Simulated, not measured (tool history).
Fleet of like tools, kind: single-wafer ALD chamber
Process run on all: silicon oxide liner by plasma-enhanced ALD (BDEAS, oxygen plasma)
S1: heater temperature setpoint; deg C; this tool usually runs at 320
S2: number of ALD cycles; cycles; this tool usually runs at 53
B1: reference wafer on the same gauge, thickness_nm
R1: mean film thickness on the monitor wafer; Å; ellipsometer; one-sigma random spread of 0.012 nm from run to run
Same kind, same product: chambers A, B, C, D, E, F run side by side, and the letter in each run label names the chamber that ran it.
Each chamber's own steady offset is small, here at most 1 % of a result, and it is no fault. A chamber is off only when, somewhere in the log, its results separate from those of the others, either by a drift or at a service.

run   hour   S1  S2      B1      R1
 1A    7.7  320  53  5.1337  47.718
 2B   18.1  320  53  5.1301  48.087
 3C   28.5  320  53   5.131  47.907
 4E     34  320  53  5.1269  47.969
 5F   40.1  320  53  5.1285  48.166
 6D   49.8  320  53  5.1294  47.897
 7A   60.5  320  53  5.1311  47.903
 8D   68.1  320  53  5.1288  48.045
 9F   73.5  320  53  5.1324  48.265
10E   83.2  320  53  5.1305  47.945
11C   91.8  320  53  5.1317  47.849
      94.5  -- chamber F: thermocouple changed; heater temperature recalibrated
12B  103.4  320  53  5.1314  48.023
13D  113.6  320  53  5.1307  47.785
14A  119.1  320  53  5.1268  47.846
15F  124.8  320  53  5.1344  48.043
16C  133.4  320  53  5.1309  47.894
17E  142.6  320  53  5.1283  47.949
18B  150.5  320  53  5.1276  48.305
19F    157  320  53  5.1311  48.141
20B  162.1  320  53  5.1291  48.296
21A  171.6  320  47  5.1278   42.12
22C  182.9  320  47  5.1332  42.479
23E  188.8  320  47  5.1293  42.619
24D  199.6  320  47  5.1289  42.532
25D  209.5  320  47   5.129  42.382
26F  217.2  320  47   5.128  42.631
27B    224  325  53  5.1314   47.72
28C    230  325  53  5.1324  47.261
29E  235.2  325  53  5.1289  47.341
30A  244.9  325  53  5.1305  47.328
31E  255.8  325  53  5.1325  47.574
32B    267  325  53  5.1285  47.603
33F  273.6  320  53  5.1313  48.147
34A  281.3  320  53  5.1301  47.617
35D    290  320  53  5.1271  47.788
36C  297.3  320  53  5.1332  48.088
37B  307.7  320  53  5.1299  48.275
38C  313.6  320  53  5.1305  47.991

Next, all 6 chambers run the settings below, one line each with question marks for the results. What does each chamber give?
39A   322  320  53       ?
39B   322  320  53       ?
39C   322  320  53       ?
39D   322  320  53       ?
39E   322  320  53       ?
39F   322  320  53       ?

run      R1
39A  47.718
39B  48.251
39C  47.964
39D  48.053
39E  47.873
39F  48.184
